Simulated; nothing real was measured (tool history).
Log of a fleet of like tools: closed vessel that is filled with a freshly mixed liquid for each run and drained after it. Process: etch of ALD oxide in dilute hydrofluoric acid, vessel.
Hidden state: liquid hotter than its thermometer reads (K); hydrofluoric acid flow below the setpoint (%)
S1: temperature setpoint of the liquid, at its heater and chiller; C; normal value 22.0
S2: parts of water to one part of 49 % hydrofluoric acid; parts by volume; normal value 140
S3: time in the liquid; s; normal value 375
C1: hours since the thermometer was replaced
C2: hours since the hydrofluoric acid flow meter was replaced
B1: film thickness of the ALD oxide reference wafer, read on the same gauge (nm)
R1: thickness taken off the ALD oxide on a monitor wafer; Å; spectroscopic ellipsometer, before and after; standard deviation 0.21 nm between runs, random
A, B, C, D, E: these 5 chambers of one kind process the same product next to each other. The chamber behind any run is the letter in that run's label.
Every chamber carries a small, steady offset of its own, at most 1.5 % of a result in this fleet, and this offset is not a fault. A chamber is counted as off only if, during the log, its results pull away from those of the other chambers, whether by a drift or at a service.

run,day,S1,S2,S3,C1,C2,B1,R1
# day 0.138: chamber D: thermometer replaced
1C,0.283,22.0,140,375,730.1,561.0,90.002,576.93
2B,0.421,22.0,140,375,480.2,1698.8,89.978,586.59
3E,0.675,22.0,140,375,880.5,192.7,89.989,586.43
4D,0.912,22.0,140,375,18.7,1333.0,89.986,582.07
5A,1.108,22.0,140,375,700.1,1504.8,89.978,590.93
6D,1.362,22.0,140,375,29.5,1343.8,90.000,581.32
7A,1.608,22.0,140,375,712.1,1516.8,89.988,588.42
8C,1.783,22.0,140,375,766.1,597.0,89.998,576.92
9B,2.017,22.0,140,375,518.5,1737.1,89.993,585.43
10E,2.279,22.0,140,375,919.0,231.2,89.983,588.30
11E,2.412,22.0,140,375,922.2,234.4,90.021,585.87
12B,2.554,22.0,140,375,531.4,1750.0,90.011,584.90
13A,2.788,22.0,140,375,740.4,1545.1,90.005,591.55
14C,3.017,22.0,140,375,795.7,626.6,89.989,573.17
15D,3.200,22.0,95,375,73.6,1387.9,90.035,897.33
16B,3.483,22.0,95,375,553.7,1772.3,90.009,906.88
17A,3.712,22.0,95,375,762.6,1567.3,90.030,930.05
18D,3.950,22.0,95,375,91.6,1405.9,90.004,893.46
19E,4.100,22.0,95,375,962.7,274.9,89.983,894.46
20C,4.296,22.0,140,375,826.4,657.3,90.016,573.80
21B,4.467,22.0,140,375,577.3,1795.9,89.991,584.85
22A,4.679,22.0,140,375,785.8,1590.5,89.996,601.33
23E,4.875,22.0,140,375,981.3,293.5,89.993,585.20
# day 4.892: chamber A: hydrofluoric acid flow meter replaced
24C,5.071,22.0,140,375,845.0,675.9,90.012,575.56
25D,5.242,22.0,140,375,122.6,1436.9,90.009,580.59
26C,5.400,22.0,140,375,852.9,683.8,90.043,575.75
27D,5.612,22.0,140,375,131.5,1445.8,90.022,583.19
# day 5.717: chamber D: hydrofluoric acid flow meter replaced
28A,5.879,22.0,140,375,814.6,23.8,89.995,604.31
29E,6.071,22.0,140,375,1010.0,322.2,90.002,586.55
30B,6.233,26.5,165,375,619.7,1838.3,89.979,569.94
31D,6.392,26.5,165,375,150.2,16.2,89.981,570.34
32A,6.638,26.5,165,375,832.8,42.0,90.000,592.66
33B,6.779,26.5,165,375,632.8,1851.4,89.988,571.02
34E,7.008,26.5,165,375,1032.5,344.7,90.017,574.58
35C,7.217,22.0,140,375,896.5,727.4,89.970,578.26
36D,7.433,22.0,140,375,175.2,41.2,89.987,583.52
37C,7.654,22.0,140,375,907.0,737.9,90.008,573.75
38A,7.938,22.0,140,375,864.0,73.2,90.010,612.79
39E,8.179,22.0,140,375,1060.6,372.8,89.985,584.85
40B,8.438,22.0,140,375,672.6,1891.2,89.986,579.94

Is one chamber out of step, is the gauge drifting, or do the chambers differ by no more than their own small offsets? For an off chamber, give its letter and the likeliest cause.

Chamber A drifts away from the others.
Likeliest cause: liquid hotter than its thermometer reads (K) = 1.07.

Chamber A could run next with any of the 4 candidate recipes listed below; each alters the usual settings, and their results appear as question marks. Which one brings its results back in line with what the other chambers deliver on the usual settings?
In-line tolerance around the mean of the other chambers on the usual settings: R1 7.20 Å
41A-1,8.654,22.0,140,355,,,,?
41A-2,8.654,22.0,145,350,,,,?
41A-3,8.654,23.5,140,375,,,,?
41A-4,8.654,22.5,130,375,,,,?

Other chambers, usual settings, mean: R1 581.82 Å
run,R1
41A-1,582.44
41A-2,551.05
41A-3,651.89
41A-4,684.12
41A-1 puts the chamber back in line with the other chambers.

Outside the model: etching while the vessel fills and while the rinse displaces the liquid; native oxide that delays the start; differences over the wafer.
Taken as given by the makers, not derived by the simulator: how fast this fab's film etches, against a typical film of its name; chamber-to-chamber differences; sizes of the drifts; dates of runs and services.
